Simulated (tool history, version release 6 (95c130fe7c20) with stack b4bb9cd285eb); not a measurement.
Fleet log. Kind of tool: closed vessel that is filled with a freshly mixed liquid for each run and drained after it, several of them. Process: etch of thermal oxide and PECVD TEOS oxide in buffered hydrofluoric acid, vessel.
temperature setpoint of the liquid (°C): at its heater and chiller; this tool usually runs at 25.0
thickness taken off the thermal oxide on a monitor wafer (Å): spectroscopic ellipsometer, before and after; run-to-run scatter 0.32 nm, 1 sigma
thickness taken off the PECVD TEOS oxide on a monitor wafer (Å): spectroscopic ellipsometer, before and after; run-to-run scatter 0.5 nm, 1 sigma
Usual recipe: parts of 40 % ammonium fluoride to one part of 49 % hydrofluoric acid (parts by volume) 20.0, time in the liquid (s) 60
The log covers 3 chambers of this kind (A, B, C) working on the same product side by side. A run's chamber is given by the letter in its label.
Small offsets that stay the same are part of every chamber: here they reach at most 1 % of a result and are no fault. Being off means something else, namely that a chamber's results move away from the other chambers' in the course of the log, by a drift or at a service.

run	hour	temperature setpoint of the liquid (°C)	parts of 40 % ammonium fluoride to one part of 49 % hydrofluoric acid (parts by volume)	time in the liquid (s)	hours since the thermometer was replaced	hours since the hydrofluoric acid flow meter was replaced	read-back film thickness of the thermal oxide reference wafer, read on the same gauge (nm)	read-back film thickness of the PECVD TEOS oxide reference wafer, read on the same gauge (nm)	thickness taken off the thermal oxide on a monitor wafer (Å)	thickness taken off the PECVD TEOS oxide on a monitor wafer (Å)
1A	2.9	25.0	20.0	60	2941.8	166.8	99.998	50.018	397.81	654.72
2C	7.4	25.0	20.0	60	1142.3	42.4	99.999	50.010	391.04	661.26
3B	10.6	25.0	20.0	60	791.8	326.2	100.020	50.001	390.84	653.18
4A	14.5	25.0	20.0	60	2953.4	178.4	99.997	50.013	389.85	660.72
5B	19.4	25.0	20.0	60	800.6	335.0	100.030	50.016	395.16	654.22
6C	24.8	25.0	20.0	60	1159.7	59.8	99.998	50.034	399.46	647.38
7B	28.9	25.0	20.0	60	810.1	344.5	99.988	50.004	391.47	657.89
8A	31.4	25.0	20.0	60	2970.3	195.3	100.010	50.017	391.38	646.45
9C	35.4	25.0	20.0	60	1170.3	70.4	99.993	50.042	392.25	651.64
10A	38.8	25.0	20.0	60	2977.7	202.7	99.992	50.009	396.33	656.74
11B	44.3	25.0	20.0	60	825.5	359.9	99.977	49.989	392.42	649.44
12C	48.2	25.0	20.0	60	1183.1	83.2	100.010	50.011	401.35	638.79
13B	52.9	25.0	20.0	60	834.1	368.5	100.020	50.000	397.28	659.04
14A	57.1	28.5	25.0	60	2996.0	221.0	100.000	50.006	410.59	683.59
15C	62.5	28.5	25.0	60	1197.4	97.5	99.987	50.003	405.69	675.50
16C	67.3	28.5	25.0	60	1202.2	102.3	100.010	49.993	412.39	688.95
17B	72.0	25.0	20.0	60	853.2	387.6	99.996	49.968	395.43	662.92
18A	74.5	25.0	20.0	60	3013.4	238.4	100.010	49.969	389.37	646.56
19A	79.6	25.0	20.0	60	3018.5	243.5	100.020	49.987	391.02	662.12
20B	85.0	25.0	20.0	60	866.2	400.6	99.981	50.014	390.55	654.75
21C	87.7	25.0	20.0	60	1222.6	122.7	100.030	49.998	393.84	650.13
22B	90.7	25.0	12.5	35	871.9	406.3	99.995	49.972	366.98	616.91
23A	94.5	25.0	12.5	35	3033.4	258.4	99.977	49.996	368.88	606.00
24C	98.0	25.0	12.5	35	1232.9	133.0	99.996	49.995	369.13	605.11
25A	100.7	25.0	20.0	60	3039.6	264.6	100.020	49.992	391.74	652.83
26B	104.6	25.0	20.0	60	885.8	420.2	100.000	50.035	392.19	650.24
27C	107.8	25.0	20.0	60	1242.7	142.8	100.010	49.995	405.60	652.84
28C	113.0	25.0	20.0	50	1247.9	148.0	99.989	50.018	330.35	538.09
29A	116.8	25.0	20.0	50	3055.7	280.7	99.988	50.006	330.07	553.33
30B	120.0	25.0	20.0	50	901.2	435.6	100.020	49.994	330.23	542.91
31C	122.6	25.0	20.0	60	1257.5	157.6	99.987	50.003	396.74	648.10
32A	126.1	27.0	20.0	60	3065.0	290.0	100.010	50.019	444.99	728.05
33B	131.1	27.0	20.0	60	912.3	446.7	100.000	49.995	434.88	731.40
34A	133.5	27.0	20.0	60	3072.4	297.4	100.010	50.005	434.25	725.98
35C	139.0	25.0	20.0	60	1273.9	174.0	100.020	50.029	393.02	642.67
36B	142.0	25.0	20.0	60	923.2	457.6	99.982	49.965	396.69	654.87
37B	147.1	25.0	20.0	60	928.3	462.7	99.993	50.016	394.28	651.64
38A	152.3	25.0	25.5	60	3091.2	316.2	100.010	49.987	337.13	552.59
39C	155.8	25.0	25.5	60	1290.7	190.8	100.000	50.020	333.32	548.10
40A	160.6	25.0	25.5	60	3099.5	324.5	99.998	49.995	334.37	552.68
41C	164.5	25.0	20.0	60	1299.4	199.5	99.988	49.993	395.02	643.04

For the next run the whole fleet of 3 chambers uses the same settings. Give each chamber's results:
42A	168.5	27.0	20.0	60					?	?
42B	168.5	27.0	20.0	60					?	?
42C	168.5	27.0	20.0	60					?	?

run	thickness taken off the thermal oxide on a monitor wafer (Å)	thickness taken off the PECVD TEOS oxide on a monitor wafer (Å)
42A	436.66	724.91
42B	443.52	735.97
42C	445.55	732.37
